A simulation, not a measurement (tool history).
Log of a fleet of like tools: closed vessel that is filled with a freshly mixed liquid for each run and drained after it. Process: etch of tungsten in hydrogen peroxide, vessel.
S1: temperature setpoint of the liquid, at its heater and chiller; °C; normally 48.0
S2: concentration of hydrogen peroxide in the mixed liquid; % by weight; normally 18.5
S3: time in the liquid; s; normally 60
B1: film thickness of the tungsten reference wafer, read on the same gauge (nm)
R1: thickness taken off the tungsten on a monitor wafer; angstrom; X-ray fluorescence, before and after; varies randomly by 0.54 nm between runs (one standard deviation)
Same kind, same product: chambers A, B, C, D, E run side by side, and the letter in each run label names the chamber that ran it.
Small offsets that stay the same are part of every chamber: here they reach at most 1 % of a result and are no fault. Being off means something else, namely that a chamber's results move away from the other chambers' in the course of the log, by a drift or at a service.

run	hour	S1	S2	S3	B1	R1
1A	3.3	48.0	18.5	60	89.966	876.53
2B	7.4	48.0	18.5	60	90.002	876.23
3D	11.7	48.0	18.5	60	89.992	873.13
4E	14.1	48.0	18.5	60	89.999	879.98
5C	17.3	48.0	18.5	60	90.002	874.03
6C	21.4	48.0	18.5	60	89.977	864.39
7A	24.3	48.0	18.5	60	89.987	877.57
8E	29.0	48.0	18.5	60	89.989	872.10
9D	31.9	48.0	18.5	60	90.005	876.88
10B	34.5	48.0	18.5	60	90.022	874.60
11A	38.4	48.0	18.5	60	89.997	877.14
12B	41.9	48.0	18.5	60	90.030	877.85
13E	44.8	48.0	18.5	60	89.965	880.41
14D	49.8	48.0	18.5	60	90.010	881.42
15C	53.0	48.0	18.5	60	89.989	873.12
16A	57.2	48.0	18.5	60	89.932	879.76
17C	62.1	48.0	18.5	60	90.004	877.18
18E	64.6	48.0	18.5	60	90.029	901.86
19D	67.2	48.0	18.5	60	89.949	879.48
20B	70.3	48.0	18.5	60	90.015	877.77
21E	73.7	48.0	23.5	45	90.000	771.58
22D	78.3	48.0	23.5	45	90.015	733.77
23C	83.3	48.0	23.5	45	90.017	741.69
24A	87.2	48.0	23.5	45	90.031	741.10
25B	89.5	48.0	23.5	45	89.988	731.69
26B	91.8	48.0	18.5	60	90.015	883.35
27E	94.2	48.0	18.5	60	89.996	922.73
28C	96.7	48.0	18.5	60	90.029	874.09
29D	100.6	48.0	18.5	60	89.966	880.63
30A	105.1	48.0	18.5	60	89.981	873.58
31E	109.8	48.0	18.5	60	90.023	938.97
32B	113.7	48.0	18.5	60	90.031	873.17

Is one chamber out of step, is the gauge drifting, or do the chambers differ by no more than their own small offsets? For an off chamber, give its letter and the likeliest cause.

One chamber, E, drifts off from the rest bit by bit.
Likeliest cause: liquid hotter than its thermometer reads (K) = 1.29.

Here are 4 candidates for chamber E's next run, each the usual settings with a change, their results left as question marks. Which one brings its results back in line with what the others give on the usual settings?
Maximum distance from the other chambers' mean on the usual settings for a result to count as in line: R1 19.00 angstrom
33E-1	117.3	48.0	18.5	65		?
33E-2	117.3	48.0	20.0	60		?
33E-3	117.3	47.5	18.5	60		?
33E-4	117.3	48.0	16.0	60		?

Usual-settings mean across the other chambers: R1 875.50 angstrom
run	R1
33E-1	1020.50
33E-2	980.02
33E-3	913.50
33E-4	875.04
33E-4 brings the chamber back in line.
